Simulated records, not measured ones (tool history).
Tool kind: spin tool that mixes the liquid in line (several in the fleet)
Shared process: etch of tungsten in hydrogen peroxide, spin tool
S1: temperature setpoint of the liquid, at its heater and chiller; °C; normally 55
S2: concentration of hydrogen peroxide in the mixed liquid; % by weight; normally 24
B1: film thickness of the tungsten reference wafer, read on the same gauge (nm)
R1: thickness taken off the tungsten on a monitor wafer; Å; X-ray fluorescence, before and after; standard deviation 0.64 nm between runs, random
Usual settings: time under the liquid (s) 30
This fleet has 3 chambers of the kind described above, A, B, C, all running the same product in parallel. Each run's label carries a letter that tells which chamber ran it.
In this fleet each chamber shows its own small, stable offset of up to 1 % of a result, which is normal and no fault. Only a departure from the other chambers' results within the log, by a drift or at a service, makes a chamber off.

{"hour": 7.3, "done": "chamber B: new drum of peroxide connected"}
{"run": "1B", "hour": 13.0, "S1": 55, "S2": 24, "time under the liquid (s)": 30, "B1": 99.994, "R1": 954.15}
{"hour": 17.1, "done": "chamber C: peroxide flow meter replaced"}
{"run": "2C", "hour": 20.3, "S1": 55, "S2": 24, "time under the liquid (s)": 30, "B1": 99.986, "R1": 973.76}
{"run": "3A", "hour": 29.8, "S1": 55, "S2": 24, "time under the liquid (s)": 30, "B1": 100, "R1": 956.05}
{"run": "4A", "hour": 42.3, "S1": 55, "S2": 24, "time under the liquid (s)": 30, "B1": 100.01, "R1": 964.9}
{"run": "5B", "hour": 54.8, "S1": 55, "S2": 24, "time under the liquid (s)": 30, "B1": 99.997, "R1": 946.8}
{"run": "6C", "hour": 65.8, "S1": 55, "S2": 24, "time under the liquid (s)": 30, "B1": 100.01, "R1": 960.39}
{"run": "7B", "hour": 76.4, "S1": 58.5, "S2": 24, "time under the liquid (s)": 40, "B1": 99.99, "R1": 1573.9}
{"run": "8C", "hour": 85.6, "S1": 58.5, "S2": 24, "time under the liquid (s)": 40, "B1": 100.01, "R1": 1571.6}
{"run": "9A", "hour": 98.7, "S1": 58.5, "S2": 24, "time under the liquid (s)": 40, "B1": 99.998, "R1": 1591.4}
{"hour": 104.8, "done": "chamber C: new drum of peroxide connected"}
{"run": "10B", "hour": 109.5, "S1": 63, "S2": 24, "time under the liquid (s)": 30, "B1": 100, "R1": 1535.5}
{"run": "11C", "hour": 115.8, "S1": 63, "S2": 24, "time under the liquid (s)": 30, "B1": 99.99, "R1": 1570}
{"run": "12A", "hour": 128.0, "S1": 63, "S2": 24, "time under the liquid (s)": 30, "B1": 100.02, "R1": 1517.8}
{"run": "13B", "hour": 135.2, "S1": 55, "S2": 24, "time under the liquid (s)": 30, "B1": 99.992, "R1": 958.48}
{"run": "14C", "hour": 145.9, "S1": 55, "S2": 24, "time under the liquid (s)": 30, "B1": 99.997, "R1": 972.21}
{"run": "15A", "hour": 159.8, "S1": 55, "S2": 24, "time under the liquid (s)": 30, "B1": 99.977, "R1": 968.12}
{"run": "16B", "hour": 167.8, "S1": 55, "S2": 24, "time under the liquid (s)": 30, "B1": 100, "R1": 953.15}
{"hour": 169.7, "done": "chamber B: peroxide flow meter replaced"}
{"run": "17C", "hour": 179.2, "S1": 55, "S2": 24, "time under the liquid (s)": 30, "B1": 99.999, "R1": 976.15}
{"run": "18A", "hour": 191.1, "S1": 55, "S2": 24, "time under the liquid (s)": 30, "B1": 99.993, "R1": 959.05}
{"run": "19B", "hour": 202.4, "S1": 55, "S2": 24, "time under the liquid (s)": 30, "B1": 100.02, "R1": 964.68}
{"run": "20C", "hour": 213.2, "S1": 55, "S2": 24, "time under the liquid (s)": 30, "B1": 99.996, "R1": 968.27}
{"run": "21A", "hour": 223.9, "S1": 55, "S2": 24, "time under the liquid (s)": 30, "B1": 99.994, "R1": 965.78}
{"run": "22C", "hour": 236.7, "S1": 55, "S2": 24, "time under the liquid (s)": 30, "B1": 99.989, "R1": 966.26}
{"run": "23A", "hour": 248.3, "S1": 55, "S2": 24, "time under the liquid (s)": 30, "B1": 100, "R1": 955.45}
{"run": "24B", "hour": 261.8, "S1": 55, "S2": 24, "time under the liquid (s)": 30, "B1": 100.01, "R1": 952.8}

Predict what each chamber gives when all 3 of them run the settings below next.
{"run": "25A", "hour": 271.7, "S1": 55, "S2": 24, "time under the liquid (s)": 30, "R1": "?"}
{"run": "25B", "hour": 271.7, "S1": 55, "S2": 24, "time under the liquid (s)": 30, "R1": "?"}
{"run": "25C", "hour": 271.7, "S1": 55, "S2": 24, "time under the liquid (s)": 30, "R1": "?"}

run=25A R1=962.95
run=25B R1=960.57
run=25C R1=960.22

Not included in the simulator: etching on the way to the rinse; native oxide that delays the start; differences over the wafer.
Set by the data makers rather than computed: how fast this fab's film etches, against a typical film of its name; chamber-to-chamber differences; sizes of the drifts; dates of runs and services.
